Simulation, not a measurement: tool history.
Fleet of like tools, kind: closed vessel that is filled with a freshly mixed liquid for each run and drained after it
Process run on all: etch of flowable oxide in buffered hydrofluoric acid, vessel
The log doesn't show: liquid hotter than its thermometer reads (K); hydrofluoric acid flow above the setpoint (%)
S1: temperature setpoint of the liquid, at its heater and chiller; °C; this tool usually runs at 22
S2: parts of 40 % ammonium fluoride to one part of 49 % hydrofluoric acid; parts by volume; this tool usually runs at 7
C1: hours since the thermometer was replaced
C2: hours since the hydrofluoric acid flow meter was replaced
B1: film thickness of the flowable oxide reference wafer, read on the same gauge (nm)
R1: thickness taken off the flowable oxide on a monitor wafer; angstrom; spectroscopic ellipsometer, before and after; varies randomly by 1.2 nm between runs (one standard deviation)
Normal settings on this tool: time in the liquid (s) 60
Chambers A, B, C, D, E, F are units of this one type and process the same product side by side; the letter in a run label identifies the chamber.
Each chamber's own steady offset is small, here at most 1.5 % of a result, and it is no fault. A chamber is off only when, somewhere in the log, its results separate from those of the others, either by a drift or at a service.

Run 1B, hour 7.1: usual settings; C1 21.9; C2 672.3; B1 49.981. Result: R1 2004.2 angstrom.
Run 2D, hour 20.3: usual settings; C1 388.2; C2 781.9; B1 49.99. Result: R1 1996.5 angstrom.
Run 3C, hour 32.7: usual settings; C1 790.1; C2 147.5; B1 50.013. Result: R1 2002.2 angstrom.
Run 4E, hour 45.4: usual settings; C1 128.7; C2 149.6; B1 50.021. Result: R1 2008.1 angstrom.
Run 5A, hour 58.6: usual settings; C1 545.2; C2 607.7; B1 50.028. Result: R1 2000.6 angstrom.
Run 6F, hour 65.9: usual settings but S1 19.5 °C, time in the liquid (s) 35; C1 1981.2; C2 615.6; B1 50.013. Result: R1 1023.1 angstrom.
Run 7D, hour 75.2: usual settings but S1 19.5 °C, time in the liquid (s) 35; C1 443.1; C2 836.8; B1 49.978. Result: R1 1016.2 angstrom.
Run 8E, hour 88.1: usual settings but S1 19.5 °C, time in the liquid (s) 35; C1 171.4; C2 192.3; B1 49.985. Result: R1 1019.1 angstrom.
Run 9B, hour 95.2: usual settings but S1 19.5 °C, time in the liquid (s) 35; C1 110; C2 760.4; B1 49.999. Result: R1 1008 angstrom.
Run 10F, hour 105.3: usual settings but S1 19.5 °C, time in the liquid (s) 35; C1 2020.6; C2 655; B1 50.026. Result: R1 1017.6 angstrom.
Run 11C, hour 111.3: usual settings but S1 19.5 °C, time in the liquid (s) 35; C1 868.7; C2 226.1; B1 49.984. Result: R1 1010.9 angstrom.
At hour 116.3: chamber F: thermometer replaced.
Run 12A, hour 117.7: usual settings; C1 604.3; C2 666.8; B1 50.006. Result: R1 2007.5 angstrom.
Run 13F, hour 131: usual settings; C1 14.8; C2 680.7; B1 49.982. Result: R1 2004.3 angstrom.
Run 14A, hour 138.4: usual settings; C1 625; C2 687.5; B1 49.993. Result: R1 2032.4 angstrom.
Run 15D, hour 145.8: usual settings; C1 513.7; C2 907.4; B1 50.035. Result: R1 1999.2 angstrom.
Run 16C, hour 152.6: usual settings; C1 910; C2 267.4; B1 50.001. Result: R1 2007 angstrom.
At hour 159.6: chamber F: hydrofluoric acid flow meter replaced.
Run 17E, hour 163.6: usual settings; C1 246.9; C2 267.8; B1 49.973. Result: R1 2001.4 angstrom.
Run 18B, hour 171.9: usual settings; C1 186.7; C2 837.1; B1 50.003. Result: R1 1996.8 angstrom.
Run 19C, hour 184.5: usual settings; C1 941.9; C2 299.3; B1 49.973. Result: R1 1974 angstrom.
Run 20D, hour 190.7: usual settings but S1 18.5 °C, S2 5 parts by volume; C1 558.6; C2 952.3; B1 49.989. Result: R1 2197.7 angstrom.
Run 21E, hour 197.1: usual settings but S1 18.5 °C, S2 5 parts by volume; C1 280.4; C2 301.3; B1 49.976. Result: R1 2200.3 angstrom.
Run 22A, hour 205.9: usual settings but S1 18.5 °C, S2 5 parts by volume; C1 692.5; C2 755; B1 49.965. Result: R1 2240.6 angstrom.
Run 23B, hour 215.9: usual settings but S1 18.5 °C, S2 5 parts by volume; C1 230.7; C2 881.1; B1 49.966. Result: R1 2194.2 angstrom.
Run 24F, hour 228.9: usual settings but S1 18.5 °C, S2 5 parts by volume; C1 112.7; C2 69.3; B1 49.999. Result: R1 2181.7 angstrom.
Run 25F, hour 241.9: usual settings but S1 18.5 °C, S2 5 parts by volume; C1 125.7; C2 82.3; B1 49.965. Result: R1 2211.5 angstrom.
Run 26A, hour 254.8: usual settings; C1 741.4; C2 803.9; B1 50.004. Result: R1 2022 angstrom.
Run 27C, hour 266.3: usual settings; C1 1023.7; C2 381.1; B1 50.004. Result: R1 2000.3 angstrom.
Run 28B, hour 276.8: usual settings; C1 291.6; C2 942; B1 49.973. Result: R1 2013.3 angstrom.
Run 29D, hour 286.2: usual settings; C1 654.1; C2 1047.8; B1 49.952. Result: R1 2009.6 angstrom.
Run 30E, hour 298.4: usual settings; C1 381.7; C2 402.6; B1 50.002. Result: R1 2008.7 angstrom.
Run 31C, hour 304.8: usual settings; C1 1062.2; C2 419.6; B1 50.004. Result: R1 2027.6 angstrom.
Run 32B, hour 311.6: usual settings; C1 326.4; C2 976.8; B1 50.013. Result: R1 2021 angstrom.
Run 33F, hour 321.1: usual settings; C1 204.9; C2 161.5; B1 50.013. Result: R1 2004.5 angstrom.
Run 34E, hour 333.3: usual settings; C1 416.6; C2 437.5; B1 49.997. Result: R1 2001.3 angstrom.
Run 35A, hour 343: usual settings; C1 829.6; C2 892.1; B1 50.004. Result: R1 2026.3 angstrom.
Run 36D, hour 350.9: usual settings; C1 718.8; C2 1112.5; B1 49.994. Result: R1 1986.8 angstrom.
Run 37A, hour 362.3: usual settings; C1 848.9; C2 911.4; B1 49.984. Result: R1 2003.4 angstrom.
Run 38F, hour 371: usual settings; C1 254.8; C2 211.4; B1 49.992. Result: R1 2011.7 angstrom.
Run 39B, hour 379.3: usual settings; C1 394.1; C2 1044.5; B1 50.03. Result: R1 1996.3 angstrom.
Run 40C, hour 388.5: usual settings; C1 1145.9; C2 503.3; B1 50.02. Result: R1 1987.1 angstrom.
Run 41E, hour 397.5: usual settings; C1 480.8; C2 501.7; B1 49.959. Result: R1 2005.3 angstrom.

Next, every chamber runs the same settings. What will each give?
Run 42A, hour 407.1: usual settings but time in the liquid (s) 30. Result: R1 ?.
Run 42B, hour 407.1: usual settings but time in the liquid (s) 30. Result: R1 ?.
Run 42C, hour 407.1: usual settings but time in the liquid (s) 30. Result: R1 ?.
Run 42D, hour 407.1: usual settings but time in the liquid (s) 30. Result: R1 ?.
Run 42E, hour 407.1: usual settings but time in the liquid (s) 30. Result: R1 ?.
Run 42F, hour 407.1: usual settings but time in the liquid (s) 30. Result: R1 ?.

run      R1
42A  1003.8
42B  1005.4
42C  997.55
42D   998.3
42E  998.12
42F  1009.7

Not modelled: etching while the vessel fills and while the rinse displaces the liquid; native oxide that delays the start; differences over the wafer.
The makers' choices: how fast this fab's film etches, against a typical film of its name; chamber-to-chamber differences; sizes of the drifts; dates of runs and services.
